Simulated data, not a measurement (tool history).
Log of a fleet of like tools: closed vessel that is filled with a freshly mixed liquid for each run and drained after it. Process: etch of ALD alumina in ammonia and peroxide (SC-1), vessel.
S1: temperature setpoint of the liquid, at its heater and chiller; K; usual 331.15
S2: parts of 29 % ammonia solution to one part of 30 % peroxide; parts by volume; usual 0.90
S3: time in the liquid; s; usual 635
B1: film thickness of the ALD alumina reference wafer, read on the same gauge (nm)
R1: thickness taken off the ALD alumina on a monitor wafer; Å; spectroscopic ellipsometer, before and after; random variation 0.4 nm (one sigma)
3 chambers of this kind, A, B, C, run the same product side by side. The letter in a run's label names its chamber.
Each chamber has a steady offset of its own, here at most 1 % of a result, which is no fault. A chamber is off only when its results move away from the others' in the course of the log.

| run | hour | S1 | S2 | S3 | B1 | R1 |
|---|---|---|---|---|---|---|
| 1A | 7.0 | 331.15 | 0.90 | 635 | 40.006 | 487.39 |
| 2C | 14.8 | 331.15 | 0.90 | 635 | 39.983 | 482.50 |
| 3B | 20.2 | 331.15 | 0.90 | 635 | 40.021 | 482.29 |
| 4C | 25.7 | 331.15 | 0.90 | 635 | 40.006 | 488.99 |
| 5A | 32.7 | 331.15 | 0.90 | 635 | 40.034 | 482.43 |
| 6B | 37.3 | 331.15 | 0.90 | 635 | 39.988 | 482.97 |
| 7A | 41.3 | 339.65 | 0.90 | 425 | 40.012 | 490.45 |
| 8B | 48.4 | 339.65 | 0.90 | 425 | 40.008 | 505.43 |
| 9C | 57.0 | 339.65 | 0.90 | 425 | 39.971 | 497.45 |
| 10A | 62.1 | 331.15 | 0.90 | 635 | 40.005 | 477.32 |
| 11C | 66.0 | 331.15 | 1.15 | 960 | 39.992 | 752.14 |
|  | 66.6 | chamber A: new drum of ammonia solution connected |
| 12B | 69.9 | 331.15 | 1.15 | 960 | 40.048 | 752.01 |
| 13C | 74.7 | 331.15 | 1.15 | 960 | 40.002 | 742.73 |
| 14B | 81.5 | 331.15 | 0.90 | 635 | 40.051 | 484.73 |
| 15A | 85.1 | 331.15 | 0.90 | 635 | 40.014 | 465.53 |
| 16A | 90.9 | 331.15 | 0.90 | 635 | 40.021 | 468.26 |
| 17C | 96.6 | 331.15 | 0.90 | 635 | 40.007 | 483.14 |
| 18B | 103.2 | 331.15 | 0.90 | 635 | 39.995 | 487.46 |
| 19C | 109.3 | 331.15 | 0.90 | 635 | 39.962 | 487.21 |
| 20A | 115.6 | 331.15 | 0.90 | 635 | 40.027 | 447.92 |
| 21B | 122.3 | 331.15 | 0.90 | 635 | 40.016 | 483.43 |
| 22B | 130.0 | 331.15 | 0.90 | 635 | 40.015 | 480.52 |
| 23C | 138.1 | 331.15 | 0.90 | 635 | 40.007 | 483.98 |
| 24A | 145.7 | 336.15 | 0.90 | 430 | 39.982 | 382.76 |
| 25B | 149.6 | 336.15 | 0.90 | 430 | 39.988 | 422.34 |
| 26A | 155.9 | 336.15 | 0.90 | 430 | 40.020 | 376.87 |
| 27C | 161.2 | 331.15 | 0.90 | 635 | 40.006 | 475.61 |

Next, every chamber runs the same settings. What will each give?
| 28A | 167.3 | 331.15 | 0.90 | 635 |  | ? |
| 28B | 167.3 | 331.15 | 0.90 | 635 |  | ? |
| 28C | 167.3 | 331.15 | 0.90 | 635 |  | ? |

| run | R1 |
|---|---|
| 28A | 429.42 |
| 28B | 479.70 |
| 28C | 488.37 |
